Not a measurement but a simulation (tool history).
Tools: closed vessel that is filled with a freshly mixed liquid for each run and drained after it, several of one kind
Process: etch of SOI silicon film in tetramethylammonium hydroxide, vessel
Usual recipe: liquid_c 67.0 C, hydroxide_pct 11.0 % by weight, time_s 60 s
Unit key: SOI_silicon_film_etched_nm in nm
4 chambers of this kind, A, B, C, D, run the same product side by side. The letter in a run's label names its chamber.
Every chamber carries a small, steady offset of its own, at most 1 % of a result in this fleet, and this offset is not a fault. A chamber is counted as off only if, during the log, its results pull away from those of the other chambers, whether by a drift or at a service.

run	hour	liquid_c	hydroxide_pct	time_s	read-back film thickness of the SOI silicon film reference wafer, read on the same gauge (nm)	SOI_silicon_film_etched_nm
1B	2.4	67.0	11.0	60	69.995	363.16
2C	6.4	67.0	11.0	60	70.027	362.32
3D	10.5	67.0	11.0	60	70.025	361.47
4A	13.1	67.0	11.0	60	69.987	360.23
5C	15.1	67.0	11.0	60	69.939	360.63
6D	18.9	67.0	11.0	60	70.000	357.72
7B	22.9	67.0	11.0	60	70.012	362.13
8A	25.9	67.0	12.5	80	69.980	459.51
# hour 27.4: chamber D: hydroxide flow meter replaced
9D	28.6	67.0	12.5	80	69.975	454.33
10C	31.3	67.0	12.5	80	69.978	460.92
11B	35.2	67.0	12.5	80	70.006	459.13
12A	38.2	74.5	9.0	60	70.021	601.07
13A	40.4	74.5	9.0	60	70.013	605.03
14B	44.6	74.5	9.0	60	69.942	608.19
15D	48.5	74.5	9.0	60	70.030	593.94
16C	52.2	67.0	11.0	60	70.031	363.24
17C	56.4	67.0	11.0	60	70.052	363.17
18A	58.5	67.0	11.0	60	70.032	368.79
19D	62.1	67.0	11.0	60	70.040	359.13
20B	65.1	67.0	11.0	60	69.986	361.39
21B	68.3	67.0	11.0	60	70.000	362.45
22C	72.5	67.0	11.0	60	69.985	361.98
23D	76.0	67.0	11.0	60	70.008	359.31
24A	79.0	67.0	11.0	60	69.988	375.85

Does one chamber stand apart from the rest, does the shared gauge drift, or is all well apart from small per-chamber offsets? Give the chamber and the most likely cause, where there is one.

One chamber, A, drifts off from the rest bit by bit.
Most likely cause: hydroxide flow below the setpoint (%) = 12.
The log might look much the same if the cause were instead: liquid hotter than its thermometer reads (K).

Here are 4 candidates for chamber A's next run, each the usual settings with a change, their results left as question marks. Which one brings its results back in line with what the others give on the usual settings?
In line here means within this much of the mean the other chambers give on the usual settings: SOI_silicon_film_etched_nm 7.50 nm
25A-1	82.1	67.0	11.0	65		?
25A-2	82.1	67.0	11.0	55		?
25A-3	82.1	67.0	12.5	60		?
25A-4	82.1	67.0	9.5	60		?

Mean of the other chambers on the usual settings: SOI_silicon_film_etched_nm 360.81 nm
run	SOI_silicon_film_etched_nm
25A-1	410.39
25A-2	347.25
25A-3	361.70
25A-4	399.92
It is 25A-3 that realigns the chamber with its peers.
